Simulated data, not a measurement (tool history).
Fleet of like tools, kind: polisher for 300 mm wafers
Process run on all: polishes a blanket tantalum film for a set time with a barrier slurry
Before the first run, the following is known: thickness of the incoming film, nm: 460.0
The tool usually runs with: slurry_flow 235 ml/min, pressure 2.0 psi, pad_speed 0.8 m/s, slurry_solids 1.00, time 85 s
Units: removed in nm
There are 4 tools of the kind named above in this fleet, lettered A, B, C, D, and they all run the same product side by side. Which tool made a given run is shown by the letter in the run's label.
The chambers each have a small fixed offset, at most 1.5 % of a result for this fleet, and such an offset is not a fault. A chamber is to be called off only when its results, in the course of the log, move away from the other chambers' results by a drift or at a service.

run,hour,slurry_flow,pressure,pad_speed,slurry_solids,time,removed
1D,8.2,235,2.0,0.8,1.00,85,131.25
2A,22.0,235,2.0,0.8,1.00,85,132.67
# hour 37.1: chamber C: worn pad replaced by a new one
3C,37.2,235,2.0,0.8,1.00,85,131.09
# hour 41.9: chamber A: slurry blender recalibrated
4B,50.5,235,2.0,0.8,1.00,85,133.31
# hour 51.0: chamber C: slurry blender recalibrated
5A,63.0,235,1.8,0.8,1.00,99,139.09
6C,78.4,235,1.8,0.8,1.00,99,134.49
7B,90.5,235,1.8,0.8,1.00,99,141.17
# hour 94.1: chamber A: worn pad replaced by a new one
8D,103.7,235,1.8,0.8,1.00,99,138.38
# hour 109.9: chamber B: head pressure recalibrated
# hour 110.5: chamber B: worn pad replaced by a new one
# hour 112.1: chamber D: worn pad replaced by a new one
9A,117.0,235,2.0,0.8,1.00,85,131.90
10B,131.7,235,2.0,0.8,1.00,85,132.68
11D,144.3,235,1.8,0.8,1.00,85,119.65
12C,154.9,235,1.8,0.8,1.00,85,118.66
# hour 161.0: chamber C: slurry nozzle cleaned
13A,162.1,235,1.8,0.8,1.00,85,117.26
14C,176.1,235,1.8,0.8,1.00,85,118.44
# hour 182.5: chamber C: slurry blender recalibrated
15D,188.5,235,2.0,0.8,1.00,85,128.92
16B,204.2,235,2.0,0.8,1.00,85,130.24
# hour 216.7: chamber B: worn pad replaced by a new one
17D,219.7,235,2.0,0.8,1.00,85,128.64
18C,232.6,235,2.0,0.8,1.00,85,131.08
# hour 246.7: chamber A: worn pad replaced by a new one
19A,247.0,235,2.0,0.8,1.00,85,135.44
# hour 247.2: chamber C: worn pad replaced by a new one
20B,261.0,235,2.0,0.8,1.00,85,127.63
21D,274.0,235,2.0,0.8,1.00,85,131.15
# hour 279.1: chamber D: slurry blender recalibrated
22C,289.7,235,2.0,0.8,1.00,85,128.79
# hour 294.2: chamber C: head pressure recalibrated
# hour 294.3: chamber A: slurry blender recalibrated
# hour 296.2: chamber D: worn pad replaced by a new one
23B,296.6,235,2.0,0.8,1.00,85,127.55
24A,309.4,235,2.0,0.8,0.75,85,119.23
# hour 316.1: chamber B: worn pad replaced by a new one
25C,322.2,235,2.0,0.8,0.75,85,121.51
# hour 323.0: chamber C: slurry blender recalibrated
26B,337.1,235,2.0,0.8,0.75,85,109.76
27D,348.9,235,2.0,0.8,0.75,85,121.05
28A,362.3,235,2.0,0.8,1.00,85,132.10
# hour 368.7: chamber A: slurry nozzle cleaned
29C,376.1,235,2.0,0.8,1.00,85,134.01
30A,387.6,235,2.0,0.8,1.00,85,133.72
# hour 399.7: chamber D: head pressure recalibrated
31B,402.3,235,2.0,0.8,1.00,85,119.57
32D,413.9,235,2.0,0.8,1.00,85,131.51
33C,428.4,235,2.0,0.8,1.00,85,131.11

All chambers now run identical settings, listed one chamber a line with results as question marks. What results will each chamber show?
34A,439.8,235,2.0,0.8,1.00,85,?
34B,439.8,235,2.0,0.8,1.00,85,?
34C,439.8,235,2.0,0.8,1.00,85,?
34D,439.8,235,2.0,0.8,1.00,85,?

run,removed
34A,131.41
34B,117.84
34C,132.56
34D,132.14
